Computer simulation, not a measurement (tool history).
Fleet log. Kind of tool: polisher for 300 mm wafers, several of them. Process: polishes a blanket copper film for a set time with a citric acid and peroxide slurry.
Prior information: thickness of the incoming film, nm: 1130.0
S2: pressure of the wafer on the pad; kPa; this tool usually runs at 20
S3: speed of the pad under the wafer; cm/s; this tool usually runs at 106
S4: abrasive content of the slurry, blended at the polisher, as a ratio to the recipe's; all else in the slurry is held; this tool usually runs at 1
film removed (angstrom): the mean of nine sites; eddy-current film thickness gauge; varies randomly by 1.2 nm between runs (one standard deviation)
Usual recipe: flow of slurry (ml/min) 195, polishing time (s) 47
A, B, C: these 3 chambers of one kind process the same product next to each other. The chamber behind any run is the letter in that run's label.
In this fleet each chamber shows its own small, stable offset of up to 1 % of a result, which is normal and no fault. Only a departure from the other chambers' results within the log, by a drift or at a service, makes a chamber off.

Run 1A, hour 8.3: usual settings. Result: film removed (angstrom) 1147.5.
Run 2C, hour 15.9: usual settings. Result: film removed (angstrom) 1193.1.
Run 3B, hour 22.7: usual settings. Result: film removed (angstrom) 1170.2.
Run 4C, hour 28.3: usual settings. Result: film removed (angstrom) 1195.7.
At hour 28.4: chamber A: head pressure recalibrated.
Run 5B, hour 33.3: usual settings. Result: film removed (angstrom) 1182.5.
At hour 33.8: chamber C: worn pad replaced by a new one.
Run 6A, hour 39: usual settings. Result: film removed (angstrom) 1175.5.
Run 7A, hour 43.7: usual settings. Result: film removed (angstrom) 1173.1.
Run 8C, hour 50.6: usual settings. Result: film removed (angstrom) 1182.1.
Run 9B, hour 57: usual settings. Result: film removed (angstrom) 1183.
At hour 58.9: chamber C: slurry nozzle cleaned.
Run 10B, hour 60.8: usual settings but S4 1.15. Result: film removed (angstrom) 1201.7.
At hour 67.7: chamber A: slurry blender recalibrated.
Run 11C, hour 69.1: usual settings but S4 1.15. Result: film removed (angstrom) 1232.5.
At hour 71.5: chamber A: worn pad replaced by a new one.
Run 12A, hour 75.5: usual settings but S4 1.15. Result: film removed (angstrom) 1206.6.
Run 13C, hour 82.9: usual settings. Result: film removed (angstrom) 1200.4.
Run 14A, hour 88.7: usual settings. Result: film removed (angstrom) 1156.2.
Run 15B, hour 93.7: usual settings. Result: film removed (angstrom) 1156.3.
At hour 99.3: chamber B: slurry nozzle cleaned.
Run 16A, hour 100.5: usual settings. Result: film removed (angstrom) 1178.3.
At hour 103.8: chamber B: worn pad replaced by a new one.
Run 17B, hour 105.5: usual settings. Result: film removed (angstrom) 1175.5.
Run 18C, hour 110: usual settings. Result: film removed (angstrom) 1230.2.
Run 19C, hour 118.2: usual settings. Result: film removed (angstrom) 1235.
At hour 120: chamber C: worn pad replaced by a new one.
Run 20B, hour 123.2: usual settings. Result: film removed (angstrom) 1179.4.
Run 21A, hour 131.4: usual settings. Result: film removed (angstrom) 1160.2.
At hour 132.9: chamber B: slurry blender recalibrated.
Run 22C, hour 135.6: usual settings. Result: film removed (angstrom) 1266.6.
Run 23A, hour 139.5: usual settings. Result: film removed (angstrom) 1188.5.
Run 24B, hour 144: usual settings but flow of slurry (ml/min) 150, S4 0.9. Result: film removed (angstrom) 1103.2.
Run 25B, hour 148.1: usual settings but flow of slurry (ml/min) 150, S4 0.9. Result: film removed (angstrom) 1105.4.
At hour 148.7: chamber A: worn pad replaced by a new one.
Run 26A, hour 152.3: usual settings but flow of slurry (ml/min) 150, S4 0.9. Result: film removed (angstrom) 1110.1.
At hour 157.5: chamber C: slurry blender recalibrated.
Run 27C, hour 157.7: usual settings. Result: film removed (angstrom) 1276.8.
Run 28A, hour 165: usual settings but polishing time (s) 55. Result: film removed (angstrom) 1386.1.
Run 29C, hour 169.9: usual settings but polishing time (s) 55. Result: film removed (angstrom) 1485.5.
Run 30B, hour 176.9: usual settings but polishing time (s) 55. Result: film removed (angstrom) 1373.
Run 31A, hour 183.6: usual settings. Result: film removed (angstrom) 1153.6.
Run 32B, hour 191: usual settings. Result: film removed (angstrom) 1154.5.

What goes on in this fleet: one chamber off, a drifting gauge, or nothing beyond the chambers' own small offsets? Name the chamber and the cause, if any.

It is chamber C that slowly wanders off from its peers.
Most likely cause: head's pressure above its setpoint, % = 9.

Below are 4 candidate recipes for chamber C's next run, each the usual settings with a change, their results shown as question marks. Which of them brings C's results back in line with what the other chambers give on the usual settings?
In line means no further than this from the other chambers' mean on the usual settings: film removed (angstrom) 42
Run 33C-1, hour 197.2: usual settings but S3 90 cm/s. Result: film removed (angstrom) ?.
Run 33C-2, hour 197.2: usual settings but flow of slurry (ml/min) 190, S3 96 cm/s. Result: film removed (angstrom) ?.
Run 33C-3, hour 197.2: usual settings but flow of slurry (ml/min) 200, S4 1.05, polishing time (s) 54. Result: film removed (angstrom) ?.
Run 33C-4, hour 197.2: usual settings but S2 20.7 kPa, S3 110 cm/s, polishing time (s) 48. Result: film removed (angstrom) ?.

Average result of the remaining chambers running the usual settings: film removed (angstrom) 1169.9
  run  film removed (angstrom)
33C-1                   1093.7
33C-2                   1161.9
33C-3                   1498.7
33C-4                     1409
With 33C-2, the chamber falls back in line with the rest.

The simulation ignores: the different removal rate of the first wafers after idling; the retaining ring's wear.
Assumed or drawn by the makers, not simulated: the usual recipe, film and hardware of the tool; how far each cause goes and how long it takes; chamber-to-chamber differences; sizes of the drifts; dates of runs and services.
